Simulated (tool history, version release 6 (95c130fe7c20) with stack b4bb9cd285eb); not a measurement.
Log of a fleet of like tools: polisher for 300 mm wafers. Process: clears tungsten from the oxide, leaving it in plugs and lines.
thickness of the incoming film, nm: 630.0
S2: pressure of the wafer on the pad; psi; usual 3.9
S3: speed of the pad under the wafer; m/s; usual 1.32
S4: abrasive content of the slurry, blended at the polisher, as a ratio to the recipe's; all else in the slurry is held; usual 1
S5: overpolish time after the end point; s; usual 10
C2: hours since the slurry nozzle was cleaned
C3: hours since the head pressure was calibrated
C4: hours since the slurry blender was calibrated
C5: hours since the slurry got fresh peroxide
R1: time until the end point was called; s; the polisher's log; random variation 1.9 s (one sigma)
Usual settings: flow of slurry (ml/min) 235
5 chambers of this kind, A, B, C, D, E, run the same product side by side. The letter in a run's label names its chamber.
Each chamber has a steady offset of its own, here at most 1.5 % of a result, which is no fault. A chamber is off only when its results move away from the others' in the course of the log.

-- hour=1.4 chamber A: worn pad replaced by a new one
-- hour=2.9 chamber B: slurry nozzle cleaned
run 1B hour=8 | flow_of_slurry_(ml/min)=235 S2=3.9 S3=1.32 S4=1 S5=10 | wafers_polished_on_this_pad=479 C2=5.2 C3=844 C4=163.3 C5=92.8 | R1=106.94
-- hour=11.2 chamber C: slurry tank refilled with fresh slurry and peroxide
-- hour=14.7 chamber B: worn pad replaced by a new one
run 2A hour=15.9 | flow_of_slurry_(ml/min)=235 S2=3.9 S3=1.32 S4=1 S5=10 | wafers_polished_on_this_pad=117 C2=52 C3=211.2 C4=183.6 C5=32.4 | R1=100.2
-- hour=16.2 chamber E: slurry tank refilled with fresh slurry and peroxide
run 3D hour=25.5 | flow_of_slurry_(ml/min)=235 S2=3.9 S3=1.32 S4=1 S5=10 | wafers_polished_on_this_pad=1331 C2=588.7 C3=875.9 C4=224.9 C5=73.1 | R1=101.68
-- hour=33.3 chamber D: worn pad replaced by a new one
run 4C hour=35.6 | flow_of_slurry_(ml/min)=235 S2=3.9 S3=1.32 S4=1 S5=10 | wafers_polished_on_this_pad=1051 C2=55.9 C3=364.5 C4=303.3 C5=24.4 | R1=99.302
run 5E hour=40.2 | flow_of_slurry_(ml/min)=235 S2=3.9 S3=1.32 S4=1 S5=10 | wafers_polished_on_this_pad=450 C2=163 C3=797.7 C4=324.7 C5=24.1 | R1=104.03
run 6D hour=49.2 | flow_of_slurry_(ml/min)=235 S2=3.9 S3=1.32 S4=1 S5=10 | wafers_polished_on_this_pad=127 C2=612.4 C3=899.6 C4=248.6 C5=96.8 | R1=101.04
run 7A hour=56.9 | flow_of_slurry_(ml/min)=235 S2=3.9 S3=1.32 S4=1 S5=10 | wafers_polished_on_this_pad=445 C2=93 C3=252.2 C4=224.6 C5=73.4 | R1=101.05
-- hour=60.4 chamber C: slurry blender recalibrated
-- hour=62.4 chamber A: slurry blender recalibrated
-- hour=63.3 chamber A: slurry tank refilled with fresh slurry and peroxide
run 8E hour=63.9 | flow_of_slurry_(ml/min)=235 S2=3.9 S3=1.32 S4=1 S5=10 | wafers_polished_on_this_pad=640 C2=186.7 C3=821.4 C4=348.4 C5=47.8 | R1=100.14
run 9B hour=73 | flow_of_slurry_(ml/min)=235 S2=3 S3=1.18 S4=1 S5=10 | wafers_polished_on_this_pad=468 C2=70.2 C3=909 C4=228.3 C5=157.8 | R1=150.24
-- hour=74.3 chamber C: worn pad replaced by a new one
-- hour=76.1 chamber A: worn pad replaced by a new one
run 10C hour=80 | flow_of_slurry_(ml/min)=235 S2=3 S3=1.18 S4=1 S5=10 | wafers_polished_on_this_pad=46 C2=100.3 C3=408.9 C4=19.7 C5=68.8 | R1=143.17
-- hour=83.7 chamber B: worn pad replaced by a new one
run 11A hour=84.5 | flow_of_slurry_(ml/min)=235 S2=3 S3=1.18 S4=1 S5=10 | wafers_polished_on_this_pad=67 C2=120.6 C3=279.8 C4=22.2 C5=21.3 | R1=144.25
-- hour=86.9 chamber E: slurry tank refilled with fresh slurry and peroxide
-- hour=93.2 chamber B: slurry tank refilled with fresh slurry and peroxide
run 12C hour=94.3 | flow_of_slurry_(ml/min)=235 S2=3 S3=1.18 S4=1 S5=10 | wafers_polished_on_this_pad=160 C2=114.6 C3=423.2 C4=34 C5=83.1 | R1=148.73
-- hour=100.1 chamber D: slurry tank refilled with fresh slurry and peroxide
run 13B hour=104.3 | flow_of_slurry_(ml/min)=235 S2=3 S3=1.18 S4=1 S5=10 | wafers_polished_on_this_pad=165 C2=101.5 C3=940.3 C4=259.6 C5=11.1 | R1=153.47
-- hour=106.5 chamber B: slurry blender recalibrated
-- hour=107.2 chamber E: slurry blender recalibrated
run 14E hour=112.2 | flow_of_slurry_(ml/min)=235 S2=3.9 S3=1.32 S4=1 S5=10 | wafers_polished_on_this_pad=1027 C2=235 C3=869.7 C4=5.1 C5=25.3 | R1=103.49
run 15D hour=120.6 | flow_of_slurry_(ml/min)=235 S2=3.9 S3=1.32 S4=1 S5=10 | wafers_polished_on_this_pad=700 C2=683.8 C3=971 C4=320 C5=20.6 | R1=102.96
run 16E hour=127.9 | flow_of_slurry_(ml/min)=235 S2=3.9 S3=1.32 S4=1 S5=10 | wafers_polished_on_this_pad=1153 C2=250.7 C3=885.4 C4=20.8 C5=41 | R1=103.49
run 17A hour=133.5 | flow_of_slurry_(ml/min)=235 S2=3.9 S3=1.32 S4=1 S5=10 | wafers_polished_on_this_pad=460 C2=169.6 C3=328.8 C4=71.2 C5=70.3 | R1=103.1
run 18D hour=140 | flow_of_slurry_(ml/min)=175 S2=3.9 S3=1.32 S4=1 S5=10 | wafers_polished_on_this_pad=855 C2=703.2 C3=990.4 C4=339.4 C5=40 | R1=108.19
-- hour=143.1 chamber B: worn pad replaced by a new one
-- hour=145.6 chamber A: worn pad replaced by a new one
run 19C hour=149.2 | flow_of_slurry_(ml/min)=175 S2=3.9 S3=1.32 S4=1 S5=10 | wafers_polished_on_this_pad=601 C2=169.5 C3=478.1 C4=88.9 C5=138 | R1=104.25
-- hour=149.6 chamber D: slurry blender recalibrated
-- hour=151 chamber E: slurry tank refilled with fresh slurry and peroxide
run 20B hour=154.9 | flow_of_slurry_(ml/min)=175 S2=3.9 S3=1.32 S4=1 S5=10 | wafers_polished_on_this_pad=94 C2=152.1 C3=990.9 C4=48.4 C5=61.7 | R1=105.2
-- hour=158.1 chamber A: slurry tank refilled with fresh slurry and peroxide
-- hour=161.6 chamber C: slurry tank refilled with fresh slurry and peroxide
run 21C hour=162.3 | flow_of_slurry_(ml/min)=175 S2=3.9 S3=1.32 S4=1 S5=10 | wafers_polished_on_this_pad=706 C2=182.6 C3=491.2 C4=102 C5=0.8 | R1=107.24
run 22D hour=168.2 | flow_of_slurry_(ml/min)=175 S2=3.9 S3=1.32 S4=1 S5=10 | wafers_polished_on_this_pad=1081 C2=731.4 C3=1018.6 C4=18.7 C5=68.2 | R1=102.33
-- hour=171 chamber E: worn pad replaced by a new one
run 23E hour=173.8 | flow_of_slurry_(ml/min)=235 S2=3.9 S3=1.32 S4=1 S5=10 | wafers_polished_on_this_pad=22 C2=296.6 C3=931.3 C4=66.7 C5=22.8 | R1=101.96
run 24B hour=183.4 | flow_of_slurry_(ml/min)=235 S2=3.9 S3=1.32 S4=1 S5=10 | wafers_polished_on_this_pad=323 C2=180.6 C3=1019.4 C4=76.9 C5=90.2 | R1=102.71
run 25A hour=191.3 | flow_of_slurry_(ml/min)=235 S2=3.9 S3=1.32 S4=1 S5=10 | wafers_polished_on_this_pad=367 C2=227.4 C3=386.6 C4=129 C5=33.3 | R1=105.58
run 26E hour=201.1 | flow_of_slurry_(ml/min)=235 S2=3.9 S3=1.32 S4=1 S5=10 | wafers_polished_on_this_pad=241 C2=323.9 C3=958.6 C4=94 C5=50.1 | R1=101.74
run 27D hour=210.3 | flow_of_slurry_(ml/min)=235 S2=3.9 S3=1.32 S4=0.75 S5=10 | wafers_polished_on_this_pad=1419 C2=773.5 C3=1060.7 C4=60.8 C5=110.3 | R1=107.28
-- hour=210.9 chamber C: worn pad replaced by a new one
-- hour=214.4 chamber B: worn pad replaced by a new one
run 28A hour=215.4 | flow_of_slurry_(ml/min)=235 S2=3.9 S3=1.32 S4=0.75 S5=10 | wafers_polished_on_this_pad=560 C2=251.5 C3=410.7 C4=153.1 C5=57.4 | R1=113.72
-- hour=216.6 chamber E: slurry tank refilled with fresh slurry and peroxide
run 29B hour=225.5 | flow_of_slurry_(ml/min)=235 S2=3.9 S3=1.32 S4=0.75 S5=10 | wafers_polished_on_this_pad=89 C2=222.7 C3=1061.5 C4=119 C5=132.3 | R1=111.47
-- hour=228.1 chamber A: worn pad replaced by a new one
-- hour=229.3 chamber D: worn pad replaced by a new one
run 30C hour=232 | flow_of_slurry_(ml/min)=235 S2=3.9 S3=1.32 S4=0.75 S5=10 | wafers_polished_on_this_pad=169 C2=252.3 C3=560.9 C4=171.7 C5=70.5 | R1=106.19
-- hour=239.8 chamber A: slurry tank refilled with fresh slurry and peroxide
-- hour=240.6 chamber C: slurry nozzle cleaned
run 31B hour=241.4 | flow_of_slurry_(ml/min)=235 S2=3.9 S3=1.32 S4=0.75 S5=10 | wafers_polished_on_this_pad=217 C2=238.6 C3=1077.4 C4=134.9 C5=148.2 | R1=110.88
run 32E hour=249.1 | flow_of_slurry_(ml/min)=235 S2=3.9 S3=1.32 S4=1 S5=10 | wafers_polished_on_this_pad=626 C2=371.9 C3=1006.6 C4=142 C5=32.6 | R1=106.5
-- hour=256.7 chamber D: slurry nozzle cleaned
run 33D hour=256.7 | flow_of_slurry_(ml/min)=235 S2=3.9 S3=1.32 S4=1 S5=10 | wafers_polished_on_this_pad=220 C2=0 C3=1107.1 C4=107.2 C5=156.7 | R1=102.56
-- hour=262.6 chamber A: slurry blender recalibrated
run 34A hour=262.9 | flow_of_slurry_(ml/min)=235 S2=3.9 S3=1.32 S4=1 S5=10 | wafers_polished_on_this_pad=279 C2=299 C3=458.2 C4=0.3 C5=23.1 | R1=98.176
-- hour=264 chamber B: slurry tank refilled with fresh slurry and peroxide
-- hour=265.3 chamber D: slurry tank refilled with fresh slurry and peroxide
run 35C hour=269.4 | flow_of_slurry_(ml/min)=235 S2=3.9 S3=1.32 S4=1 S5=10 | wafers_polished_on_this_pad=469 C2=28.8 C3=598.3 C4=209.1 C5=107.9 | R1=98.586
-- hour=272.5 chamber B: worn pad replaced by a new one
run 36A hour=279.7 | flow_of_slurry_(ml/min)=235 S2=3.9 S3=1.32 S4=1 S5=10 | wafers_polished_on_this_pad=414 C2=315.8 C3=475 C4=17.1 C5=39.9 | R1=105.61
-- hour=281.5 chamber E: slurry tank refilled with fresh slurry and peroxide
run 37C hour=288.3 | flow_of_slurry_(ml/min)=235 S2=3.9 S3=1.32 S4=1 S5=10 | wafers_polished_on_this_pad=621 C2=47.7 C3=617.2 C4=228 C5=126.8 | R1=99.34
run 38E hour=298.4 | flow_of_slurry_(ml/min)=235 S2=3.9 S3=1.32 S4=1 S5=10 | wafers_polished_on_this_pad=1022 C2=421.2 C3=1055.9 C4=191.3 C5=17 | R1=101.49
run 39B hour=305.7 | flow_of_slurry_(ml/min)=235 S2=3.9 S3=1.32 S4=1 S5=10 | wafers_polished_on_this_pad=266 C2=302.9 C3=1141.7 C4=199.2 C5=41.8 | R1=99.519
run 40D hour=312.7 | flow_of_slurry_(ml/min)=235 S2=3.9 S3=1.32 S4=1 S5=10 | wafers_polished_on_this_pad=669 C2=56 C3=1163.1 C4=163.2 C5=47.4 | R1=101.69

What goes on in this fleet: one chamber off, a drifting gauge, or nothing beyond the chambers' own small offsets? Name the chamber and the cause, if any.

No chamber stands off beyond its own small offset, and the gauge holds steady.
